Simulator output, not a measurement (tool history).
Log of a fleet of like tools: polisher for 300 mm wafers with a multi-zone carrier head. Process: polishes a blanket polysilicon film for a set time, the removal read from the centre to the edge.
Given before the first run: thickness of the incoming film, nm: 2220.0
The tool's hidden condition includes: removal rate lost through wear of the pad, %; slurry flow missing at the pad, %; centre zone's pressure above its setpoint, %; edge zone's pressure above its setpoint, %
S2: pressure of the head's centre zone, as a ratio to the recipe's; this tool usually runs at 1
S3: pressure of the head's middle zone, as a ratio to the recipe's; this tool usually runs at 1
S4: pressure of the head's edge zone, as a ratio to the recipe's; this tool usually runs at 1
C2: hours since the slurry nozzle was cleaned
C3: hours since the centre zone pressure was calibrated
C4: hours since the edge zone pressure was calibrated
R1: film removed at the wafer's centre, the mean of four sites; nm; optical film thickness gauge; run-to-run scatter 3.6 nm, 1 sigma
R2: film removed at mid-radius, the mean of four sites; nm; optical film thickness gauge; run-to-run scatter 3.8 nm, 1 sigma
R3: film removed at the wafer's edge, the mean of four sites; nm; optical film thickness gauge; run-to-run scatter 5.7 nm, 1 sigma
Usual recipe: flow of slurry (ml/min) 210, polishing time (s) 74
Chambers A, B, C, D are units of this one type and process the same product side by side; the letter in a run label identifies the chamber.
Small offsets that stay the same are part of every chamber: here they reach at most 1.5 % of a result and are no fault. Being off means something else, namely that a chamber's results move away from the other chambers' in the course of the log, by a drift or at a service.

{"run": "1B", "day": 0.404, "flow of slurry (ml/min)": 210, "S2": 1, "S3": 1, "S4": 1, "polishing time (s)": 74, "wafers polished on this pad": 598, "C2": 532.4, "C3": 356.8, "C4": 613.3, "R1": 471.66, "R2": 469.62, "R3": 470.11}
{"day": 0.617, "done": "chamber D: worn pad replaced by a new one"}
{"day": 0.829, "done": "chamber B: slurry nozzle cleaned"}
{"run": "2A", "day": 0.85, "flow of slurry (ml/min)": 210, "S2": 1, "S3": 1, "S4": 1, "polishing time (s)": 74, "wafers polished on this pad": 621, "C2": 96.7, "C3": 915.4, "C4": 406.9, "R1": 478.92, "R2": 471.74, "R3": 457.62}
{"day": 0.892, "done": "chamber C: worn pad replaced by a new one"}
{"run": "3C", "day": 1.233, "flow of slurry (ml/min)": 210, "S2": 1, "S3": 1, "S4": 1, "polishing time (s)": 74, "wafers polished on this pad": 99, "C2": 830.9, "C3": 350, "C4": 933.3, "R1": 461.57, "R2": 468.63, "R3": 473.11}
{"run": "4D", "day": 1.662, "flow of slurry (ml/min)": 210, "S2": 1, "S3": 1, "S4": 1, "polishing time (s)": 74, "wafers polished on this pad": 302, "C2": 73.9, "C3": 106.2, "C4": 73.5, "R1": 464.61, "R2": 471.84, "R3": 474.43}
{"run": "5B", "day": 2.088, "flow of slurry (ml/min)": 210, "S2": 1, "S3": 1, "S4": 1, "polishing time (s)": 74, "wafers polished on this pad": 1085, "C2": 30.3, "C3": 397.2, "C4": 653.7, "R1": 471.19, "R2": 464.42, "R3": 486.69}
{"day": 2.117, "done": "chamber A: worn pad replaced by a new one"}
{"day": 2.204, "done": "chamber B: worn pad replaced by a new one"}
{"run": "6A", "day": 2.408, "flow of slurry (ml/min)": 210, "S2": 1, "S3": 1, "S4": 1, "polishing time (s)": 74, "wafers polished on this pad": 84, "C2": 134.1, "C3": 952.8, "C4": 444.3, "R1": 477.64, "R2": 470.57, "R3": 466.57}
{"run": "7D", "day": 2.783, "flow of slurry (ml/min)": 210, "S2": 1, "S3": 1, "S4": 1, "polishing time (s)": 74, "wafers polished on this pad": 626, "C2": 100.8, "C3": 133.1, "C4": 100.4, "R1": 463.25, "R2": 460.38, "R3": 466.48}
{"run": "8C", "day": 3.054, "flow of slurry (ml/min)": 210, "S2": 1, "S3": 1, "S4": 0.9, "polishing time (s)": 74, "wafers polished on this pad": 625, "C2": 874.6, "C3": 393.7, "C4": 977, "R1": 470.6, "R2": 467.84, "R3": 449.41}
{"day": 3.1, "done": "chamber D: worn pad replaced by a new one"}
{"run": "9D", "day": 3.438, "flow of slurry (ml/min)": 210, "S2": 1, "S3": 1, "S4": 0.9, "polishing time (s)": 74, "wafers polished on this pad": 98, "C2": 116.5, "C3": 148.8, "C4": 116.1, "R1": 466.13, "R2": 478, "R3": 451.96}
{"day": 3.462, "done": "chamber C: worn pad replaced by a new one"}
{"run": "10B", "day": 3.692, "flow of slurry (ml/min)": 210, "S2": 1, "S3": 1, "S4": 0.9, "polishing time (s)": 74, "wafers polished on this pad": 430, "C2": 68.8, "C3": 435.7, "C4": 692.2, "R1": 468.27, "R2": 468.46, "R3": 450.32}
{"run": "11C", "day": 4.083, "flow of slurry (ml/min)": 210, "S2": 1, "S3": 1, "S4": 0.9, "polishing time (s)": 74, "wafers polished on this pad": 179, "C2": 899.3, "C3": 418.4, "C4": 1001.7, "R1": 469.67, "R2": 467.66, "R3": 449.76}
{"run": "12A", "day": 4.308, "flow of slurry (ml/min)": 210, "S2": 1, "S3": 1, "S4": 1, "polishing time (s)": 74, "wafers polished on this pad": 634, "C2": 179.7, "C3": 998.4, "C4": 489.9, "R1": 473.51, "R2": 465.22, "R3": 471.68}
{"run": "13A", "day": 4.642, "flow of slurry (ml/min)": 210, "S2": 1, "S3": 1, "S4": 1, "polishing time (s)": 74, "wafers polished on this pad": 730, "C2": 187.7, "C3": 1006.4, "C4": 497.9, "R1": 473.93, "R2": 469.2, "R3": 467.94}
{"day": 4.662, "done": "chamber B: edge zone pressure recalibrated"}
{"run": "14C", "day": 4.95, "flow of slurry (ml/min)": 210, "S2": 1, "S3": 1, "S4": 1, "polishing time (s)": 74, "wafers polished on this pad": 430, "C2": 920.1, "C3": 439.2, "C4": 1022.5, "R1": 469.53, "R2": 469.79, "R3": 471.36}
{"run": "15D", "day": 5.325, "flow of slurry (ml/min)": 210, "S2": 1, "S3": 1, "S4": 1, "polishing time (s)": 74, "wafers polished on this pad": 644, "C2": 161.8, "C3": 194.1, "C4": 161.4, "R1": 466.43, "R2": 463.19, "R3": 475.85}
{"day": 5.408, "done": "chamber C: slurry nozzle cleaned"}
{"run": "16B", "day": 5.588, "flow of slurry (ml/min)": 210, "S2": 1, "S3": 1, "S4": 1, "polishing time (s)": 74, "wafers polished on this pad": 979, "C2": 114.3, "C3": 481.2, "C4": 22.2, "R1": 467.48, "R2": 462.1, "R3": 478.76}
{"day": 5.654, "done": "chamber D: worn pad replaced by a new one"}
{"day": 5.771, "done": "chamber A: worn pad replaced by a new one"}
{"run": "17D", "day": 5.933, "flow of slurry (ml/min)": 210, "S2": 1, "S3": 1, "S4": 1, "polishing time (s)": 74, "wafers polished on this pad": 81, "C2": 176.4, "C3": 208.7, "C4": 176, "R1": 466.44, "R2": 466.46, "R3": 473.42}
{"day": 6.108, "done": "chamber C: worn pad replaced by a new one"}
{"day": 6.129, "done": "chamber C: centre zone pressure recalibrated"}
{"run": "18C", "day": 6.333, "flow of slurry (ml/min)": 210, "S2": 1, "S3": 1, "S4": 1, "polishing time (s)": 74, "wafers polished on this pad": 66, "C2": 22.3, "C3": 4.9, "C4": 1055.7, "R1": 516.74, "R2": 464.83, "R3": 472.41}
{"day": 6.383, "done": "chamber B: worn pad replaced by a new one"}
{"run": "19B", "day": 6.617, "flow of slurry (ml/min)": 210, "S2": 1, "S3": 1, "S4": 1, "polishing time (s)": 74, "wafers polished on this pad": 67, "C2": 139, "C3": 505.9, "C4": 46.9, "R1": 471.1, "R2": 465.68, "R3": 479.03}
{"day": 6.862, "done": "chamber D: slurry nozzle cleaned"}
{"run": "20A", "day": 6.896, "flow of slurry (ml/min)": 210, "S2": 1, "S3": 1, "S4": 1, "polishing time (s)": 74, "wafers polished on this pad": 326, "C2": 241.8, "C3": 1060.5, "C4": 552, "R1": 470.22, "R2": 465.26, "R3": 482.16}
{"day": 6.979, "done": "chamber C: edge zone pressure recalibrated"}
{"run": "21B", "day": 7.167, "flow of slurry (ml/min)": 210, "S2": 1.05, "S3": 1, "S4": 1, "polishing time (s)": 74, "wafers polished on this pad": 226, "C2": 152.2, "C3": 519.1, "C4": 60.1, "R1": 493.32, "R2": 467.78, "R3": 476.55}
{"run": "22A", "day": 7.446, "flow of slurry (ml/min)": 210, "S2": 1.05, "S3": 1, "S4": 1, "polishing time (s)": 74, "wafers polished on this pad": 485, "C2": 255, "C3": 1073.7, "C4": 565.2, "R1": 497.63, "R2": 470.26, "R3": 469.48}
{"run": "23C", "day": 7.808, "flow of slurry (ml/min)": 210, "S2": 1.05, "S3": 1, "S4": 1, "polishing time (s)": 74, "wafers polished on this pad": 492, "C2": 57.7, "C3": 40.3, "C4": 19.9, "R1": 547.85, "R2": 468.51, "R3": 472}
{"day": 8.167, "done": "chamber D: worn pad replaced by a new one"}
{"day": 8.225, "done": "chamber C: worn pad replaced by a new one"}
{"run": "24D", "day": 8.225, "flow of slurry (ml/min)": 210, "S2": 1.05, "S3": 1, "S4": 1, "polishing time (s)": 74, "wafers polished on this pad": 17, "C2": 32.7, "C3": 263.7, "C4": 231, "R1": 491.39, "R2": 473.3, "R3": 467.67}
{"run": "25A", "day": 8.538, "flow of slurry (ml/min)": 210, "S2": 1, "S3": 1, "S4": 1, "polishing time (s)": 74, "wafers polished on this pad": 801, "C2": 281.2, "C3": 1099.9, "C4": 591.4, "R1": 470, "R2": 475.08, "R3": 476.02}
{"run": "26C", "day": 8.762, "flow of slurry (ml/min)": 210, "S2": 1, "S3": 1, "S4": 1, "polishing time (s)": 74, "wafers polished on this pad": 156, "C2": 80.6, "C3": 63.2, "C4": 42.8, "R1": 512.11, "R2": 472.95, "R3": 465.63}
{"day": 8.871, "done": "chamber A: worn pad replaced by a new one"}
{"run": "27B", "day": 9.133, "flow of slurry (ml/min)": 155, "S2": 1, "S3": 1, "S4": 1, "polishing time (s)": 49, "wafers polished on this pad": 795, "C2": 199.4, "C3": 566.3, "C4": 107.3, "R1": 296.22, "R2": 291.36, "R3": 299.39}
{"run": "28D", "day": 9.354, "flow of slurry (ml/min)": 155, "S2": 1, "S3": 1, "S4": 1, "polishing time (s)": 49, "wafers polished on this pad": 344, "C2": 59.8, "C3": 290.8, "C4": 258.1, "R1": 293.34, "R2": 295.01, "R3": 296.14}
{"run": "29D", "day": 9.6, "flow of slurry (ml/min)": 155, "S2": 1, "S3": 1, "S4": 1, "polishing time (s)": 49, "wafers polished on this pad": 415, "C2": 65.7, "C3": 296.7, "C4": 264, "R1": 295.77, "R2": 297.55, "R3": 297.18}
{"run": "30A", "day": 9.983, "flow of slurry (ml/min)": 155, "S2": 1, "S3": 1, "S4": 1, "polishing time (s)": 49, "wafers polished on this pad": 322, "C2": 315.9, "C3": 1134.6, "C4": 626.1, "R1": 299.42, "R2": 296.79, "R3": 302.3}
{"day": 10.308, "done": "chamber D: worn pad replaced by a new one"}
{"run": "31C", "day": 10.317, "flow of slurry (ml/min)": 210, "S2": 1, "S3": 1, "S4": 1, "polishing time (s)": 74, "wafers polished on this pad": 606, "C2": 117.9, "C3": 100.5, "C4": 80.1, "R1": 516.01, "R2": 469.17, "R3": 474.39}
{"run": "32B", "day": 10.521, "flow of slurry (ml/min)": 210, "S2": 1, "S3": 1, "S4": 1, "polishing time (s)": 74, "wafers polished on this pad": 1197, "C2": 232.7, "C3": 599.6, "C4": 140.6, "R1": 473.93, "R2": 462.26, "R3": 468.76}
{"day": 10.533, "done": "chamber B: worn pad replaced by a new one"}
{"day": 10.771, "done": "chamber C: worn pad replaced by a new one"}
{"run": "33B", "day": 10.904, "flow of slurry (ml/min)": 210, "S2": 1, "S3": 1, "S4": 1, "polishing time (s)": 74, "wafers polished on this pad": 107, "C2": 241.9, "C3": 608.8, "C4": 149.8, "R1": 471.51, "R2": 467.41, "R3": 484.98}
{"run": "34D", "day": 11.158, "flow of slurry (ml/min)": 185, "S2": 1, "S3": 1.06, "S4": 1, "polishing time (s)": 74, "wafers polished on this pad": 246, "C2": 103.1, "C3": 334.1, "C4": 301.4, "R1": 457.63, "R2": 486.06, "R3": 461.87}
{"run": "35C", "day": 11.367, "flow of slurry (ml/min)": 185, "S2": 1, "S3": 1.06, "S4": 1, "polishing time (s)": 74, "wafers polished on this pad": 173, "C2": 143.1, "C3": 125.7, "C4": 105.3, "R1": 507.86, "R2": 485.9, "R3": 464.33}
{"run": "36A", "day": 11.65, "flow of slurry (ml/min)": 185, "S2": 1, "S3": 1.06, "S4": 1, "polishing time (s)": 74, "wafers polished on this pad": 804, "C2": 355.9, "C3": 1174.6, "C4": 666.1, "R1": 466.46, "R2": 484.07, "R3": 465.66}
{"run": "37A", "day": 12.0, "flow of slurry (ml/min)": 185, "S2": 1, "S3": 1.06, "S4": 1, "polishing time (s)": 74, "wafers polished on this pad": 906, "C2": 364.3, "C3": 1183, "C4": 674.5, "R1": 464.08, "R2": 489.97, "R3": 458.41}
{"run": "38D", "day": 12.333, "flow of slurry (ml/min)": 210, "S2": 1, "S3": 1, "S4": 1, "polishing time (s)": 74, "wafers polished on this pad": 586, "C2": 131.3, "C3": 362.3, "C4": 329.6, "R1": 472.13, "R2": 465.23, "R3": 467.07}

What goes on in this fleet: one chamber off, a drifting gauge, or nothing beyond the chambers' own small offsets? Name the chamber and the cause, if any.

A service left chamber C off against the others.
Likeliest cause: centre zone's pressure above its setpoint, % = 9.47.

Here are 4 candidates for chamber C's next run, each the usual settings with a change, their results left as question marks. Which one brings its results back in line with what the others give on the usual settings?
In-line tolerance around the mean of the other chambers on the usual settings: R1 13 nm; R2 13 nm; R3 20 nm
{"run": "39C-1", "day": 12.654, "flow of slurry (ml/min)": 220, "S2": 1.13, "S3": 0.98, "S4": 0.95, "polishing time (s)": 75, "R1": "?", "R2": "?", "R3": "?"}
{"run": "39C-2", "day": 12.654, "flow of slurry (ml/min)": 200, "S2": 0.89, "S3": 1.02, "S4": 1.04, "polishing time (s)": 73, "R1": "?", "R2": "?", "R3": "?"}
{"run": "39C-3", "day": 12.654, "flow of slurry (ml/min)": 205, "S2": 0.92, "S3": 1.01, "S4": 1.03, "polishing time (s)": 74, "R1": "?", "R2": "?", "R3": "?"}
{"run": "39C-4", "day": 12.654, "flow of slurry (ml/min)": 215, "S2": 1.08, "S3": 0.99, "S4": 0.97, "polishing time (s)": 75, "R1": "?", "R2": "?", "R3": "?"}

The mean the other chambers reach with the usual settings: R1 469.48 nm; R2 468.56 nm; R3 471.47 nm
run=39C-1 R1=601.33 R2=469.59 R3=466.26
run=39C-2 R1=443.62 R2=468.18 R3=470.65
run=39C-3 R1=468.41 R2=472.01 R3=476.02
run=39C-4 R1=570.47 R2=472.56 R3=470.09
39C-3 puts the chamber back in line with the other chambers.

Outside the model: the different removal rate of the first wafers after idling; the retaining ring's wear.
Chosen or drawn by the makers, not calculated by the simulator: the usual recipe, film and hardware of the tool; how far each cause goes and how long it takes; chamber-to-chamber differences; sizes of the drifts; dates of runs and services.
